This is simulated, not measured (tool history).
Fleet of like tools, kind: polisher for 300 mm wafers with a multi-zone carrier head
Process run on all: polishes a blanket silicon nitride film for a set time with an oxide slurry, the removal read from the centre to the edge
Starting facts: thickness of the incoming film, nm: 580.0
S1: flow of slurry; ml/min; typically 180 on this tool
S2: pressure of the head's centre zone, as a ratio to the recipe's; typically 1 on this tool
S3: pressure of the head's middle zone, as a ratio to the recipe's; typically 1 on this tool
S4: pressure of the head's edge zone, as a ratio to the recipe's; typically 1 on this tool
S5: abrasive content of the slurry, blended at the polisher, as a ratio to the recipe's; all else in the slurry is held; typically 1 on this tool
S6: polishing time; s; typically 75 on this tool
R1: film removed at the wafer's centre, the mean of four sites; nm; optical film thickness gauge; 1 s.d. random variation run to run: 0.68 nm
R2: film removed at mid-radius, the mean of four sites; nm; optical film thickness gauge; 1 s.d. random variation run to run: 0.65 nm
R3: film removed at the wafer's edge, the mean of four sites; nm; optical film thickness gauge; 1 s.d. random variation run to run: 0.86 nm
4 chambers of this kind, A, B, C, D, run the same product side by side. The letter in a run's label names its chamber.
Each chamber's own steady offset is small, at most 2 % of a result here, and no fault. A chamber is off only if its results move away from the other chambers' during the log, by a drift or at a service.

{"run": "1A", "hour": 4.9, "S1": 180, "S2": 1, "S3": 1, "S4": 1, "S5": 1, "S6": 75, "R1": 60.272, "R2": 60.782, "R3": 60.664}
{"run": "2C", "hour": 10.4, "S1": 180, "S2": 1, "S3": 1, "S4": 1, "S5": 1, "S6": 75, "R1": 60.876, "R2": 62.449, "R3": 59.719}
{"hour": 11.6, "done": "chamber D: worn pad replaced by a new one"}
{"run": "3D", "hour": 17.5, "S1": 180, "S2": 1, "S3": 1, "S4": 1, "S5": 1, "S6": 75, "R1": 60.87, "R2": 59.321, "R3": 60.327}
{"hour": 18.2, "done": "chamber A: worn pad replaced by a new one"}
{"hour": 24.0, "done": "chamber C: worn pad replaced by a new one"}
{"run": "4B", "hour": 25.7, "S1": 180, "S2": 1, "S3": 1, "S4": 1, "S5": 1, "S6": 75, "R1": 61.765, "R2": 60.854, "R3": 62.032}
{"run": "5A", "hour": 34.7, "S1": 180, "S2": 1, "S3": 1, "S4": 1, "S5": 1, "S6": 75, "R1": 61.422, "R2": 60.412, "R3": 60.357}
{"hour": 36.6, "done": "chamber C: slurry nozzle cleaned"}
{"run": "6C", "hour": 41.5, "S1": 180, "S2": 1, "S3": 1, "S4": 1, "S5": 1, "S6": 75, "R1": 61.263, "R2": 60.558, "R3": 60.972}
{"run": "7D", "hour": 50.7, "S1": 180, "S2": 1, "S3": 1, "S4": 1, "S5": 1, "S6": 75, "R1": 61.412, "R2": 59.499, "R3": 60.178}
{"hour": 56.4, "done": "chamber B: worn pad replaced by a new one"}
{"run": "8B", "hour": 58.4, "S1": 180, "S2": 1, "S3": 1, "S4": 1, "S5": 1, "S6": 75, "R1": 60.672, "R2": 61.634, "R3": 61.121}
{"hour": 63.3, "done": "chamber D: worn pad replaced by a new one"}
{"run": "9A", "hour": 66.4, "S1": 180, "S2": 1, "S3": 1, "S4": 1, "S5": 1, "S6": 75, "R1": 60.631, "R2": 59.123, "R3": 59.816}
{"hour": 67.6, "done": "chamber A: worn pad replaced by a new one"}
{"run": "10C", "hour": 74.7, "S1": 180, "S2": 1, "S3": 1, "S4": 1, "S5": 1, "S6": 75, "R1": 60.477, "R2": 61.685, "R3": 60.831}
{"run": "11B", "hour": 82.5, "S1": 180, "S2": 1, "S3": 1, "S4": 1, "S5": 1, "S6": 75, "R1": 61.307, "R2": 61.21, "R3": 61.219}
{"hour": 82.6, "done": "chamber C: worn pad replaced by a new one"}
{"run": "12D", "hour": 87.9, "S1": 180, "S2": 1, "S3": 1, "S4": 1, "S5": 1, "S6": 75, "R1": 60.222, "R2": 60.019, "R3": 60.774}
{"run": "13D", "hour": 92.8, "S1": 180, "S2": 1, "S3": 1, "S4": 1, "S5": 1, "S6": 75, "R1": 62.227, "R2": 61.282, "R3": 61.769}
{"run": "14B", "hour": 101.8, "S1": 180, "S2": 1, "S3": 1, "S4": 1, "S5": 1, "S6": 75, "R1": 60.509, "R2": 61.114, "R3": 61.375}
{"run": "15C", "hour": 107.6, "S1": 180, "S2": 1, "S3": 1, "S4": 1, "S5": 1, "S6": 75, "R1": 60.462, "R2": 61.268, "R3": 60.791}
{"hour": 112.3, "done": "chamber D: worn pad replaced by a new one"}
{"run": "16A", "hour": 112.8, "S1": 180, "S2": 1, "S3": 1, "S4": 1, "S5": 1, "S6": 75, "R1": 59.361, "R2": 59.968, "R3": 60.274}
{"hour": 113.0, "done": "chamber A: worn pad replaced by a new one"}
{"run": "17B", "hour": 119.0, "S1": 180, "S2": 1, "S3": 1, "S4": 1, "S5": 1, "S6": 75, "R1": 61.764, "R2": 61.148, "R3": 60.593}
{"hour": 120.5, "done": "chamber A: edge zone pressure recalibrated"}
{"hour": 121.3, "done": "chamber B: edge zone pressure recalibrated"}
{"hour": 123.3, "done": "chamber B: worn pad replaced by a new one"}
{"run": "18D", "hour": 124.6, "S1": 180, "S2": 1, "S3": 1, "S4": 1, "S5": 1, "S6": 75, "R1": 60.866, "R2": 59.938, "R3": 61.079}
{"run": "19A", "hour": 131.3, "S1": 180, "S2": 1, "S3": 1, "S4": 1, "S5": 1, "S6": 75, "R1": 57.788, "R2": 60.755, "R3": 61.152}
{"run": "20C", "hour": 139.0, "S1": 180, "S2": 1, "S3": 1, "S4": 1, "S5": 1, "S6": 75, "R1": 61.192, "R2": 61.28, "R3": 62.117}
{"hour": 143.4, "done": "chamber C: worn pad replaced by a new one"}
{"run": "21D", "hour": 146.4, "S1": 180, "S2": 1, "S3": 0.93, "S4": 1, "S5": 1.3, "S6": 75, "R1": 67.45, "R2": 62.982, "R3": 67.605}
{"run": "22A", "hour": 150.9, "S1": 180, "S2": 1, "S3": 0.93, "S4": 1, "S5": 1.3, "S6": 75, "R1": 63.619, "R2": 62.593, "R3": 67.083}
{"run": "23C", "hour": 158.0, "S1": 180, "S2": 1, "S3": 0.93, "S4": 1, "S5": 1.3, "S6": 75, "R1": 68.602, "R2": 65.336, "R3": 67.6}
{"hour": 161.4, "done": "chamber A: worn pad replaced by a new one"}
{"run": "24B", "hour": 163.3, "S1": 180, "S2": 1, "S3": 0.93, "S4": 1, "S5": 1.3, "S6": 75, "R1": 67.166, "R2": 64.575, "R3": 70.866}
{"hour": 163.9, "done": "chamber D: worn pad replaced by a new one"}
{"run": "25B", "hour": 169.5, "S1": 180, "S2": 1, "S3": 1, "S4": 1.08, "S5": 1, "S6": 75, "R1": 60.885, "R2": 60.462, "R3": 64.79}
{"run": "26A", "hour": 174.6, "S1": 180, "S2": 1, "S3": 1, "S4": 1.08, "S5": 1, "S6": 75, "R1": 55.936, "R2": 60.743, "R3": 62.175}
{"run": "27C", "hour": 183.5, "S1": 180, "S2": 1, "S3": 1, "S4": 1.08, "S5": 1, "S6": 75, "R1": 60.532, "R2": 60.483, "R3": 62.901}
{"hour": 184.4, "done": "chamber B: worn pad replaced by a new one"}
{"run": "28D", "hour": 191.1, "S1": 180, "S2": 1, "S3": 1, "S4": 1.08, "S5": 1, "S6": 75, "R1": 61.3, "R2": 59.723, "R3": 64.406}
{"run": "29B", "hour": 198.3, "S1": 180, "S2": 1, "S3": 1, "S4": 1, "S5": 1.2, "S6": 75, "R1": 66.733, "R2": 67.19, "R3": 66.55}
{"hour": 201.8, "done": "chamber A: worn pad replaced by a new one"}
{"run": "30C", "hour": 205.7, "S1": 180, "S2": 1, "S3": 1, "S4": 1, "S5": 1.2, "S6": 75, "R1": 65.972, "R2": 66.01, "R3": 67.103}
{"run": "31A", "hour": 210.3, "S1": 180, "S2": 1, "S3": 1, "S4": 1, "S5": 1.2, "S6": 75, "R1": 58.461, "R2": 65.357, "R3": 64.481}
{"hour": 211.2, "done": "chamber D: worn pad replaced by a new one"}
{"run": "32D", "hour": 218.1, "S1": 180, "S2": 1, "S3": 1, "S4": 1, "S5": 1.2, "S6": 75, "R1": 66.291, "R2": 63.947, "R3": 65.686}
{"run": "33A", "hour": 227.6, "S1": 230, "S2": 1, "S3": 1, "S4": 1, "S5": 0.8, "S6": 75, "R1": 49.195, "R2": 56.218, "R3": 53.288}

Next, all 4 chambers run the settings below, one line each with question marks for the results. What does each chamber give?
{"run": "34A", "hour": 234.5, "S1": 180, "S2": 1, "S3": 1, "S4": 0.93, "S5": 1, "S6": 75, "R1": "?", "R2": "?", "R3": "?"}
{"run": "34B", "hour": 234.5, "S1": 180, "S2": 1, "S3": 1, "S4": 0.93, "S5": 1, "S6": 75, "R1": "?", "R2": "?", "R3": "?"}
{"run": "34C", "hour": 234.5, "S1": 180, "S2": 1, "S3": 1, "S4": 0.93, "S5": 1, "S6": 75, "R1": "?", "R2": "?", "R3": "?"}
{"run": "34D", "hour": 234.5, "S1": 180, "S2": 1, "S3": 1, "S4": 0.93, "S5": 1, "S6": 75, "R1": "?", "R2": "?", "R3": "?"}

run=34A R1=52.803 R2=61.234 R3=59.17
run=34B R1=61.119 R2=60.996 R3=58.217
run=34C R1=59.666 R2=61.643 R3=59.447
run=34D R1=60.487 R2=60.602 R3=57.982

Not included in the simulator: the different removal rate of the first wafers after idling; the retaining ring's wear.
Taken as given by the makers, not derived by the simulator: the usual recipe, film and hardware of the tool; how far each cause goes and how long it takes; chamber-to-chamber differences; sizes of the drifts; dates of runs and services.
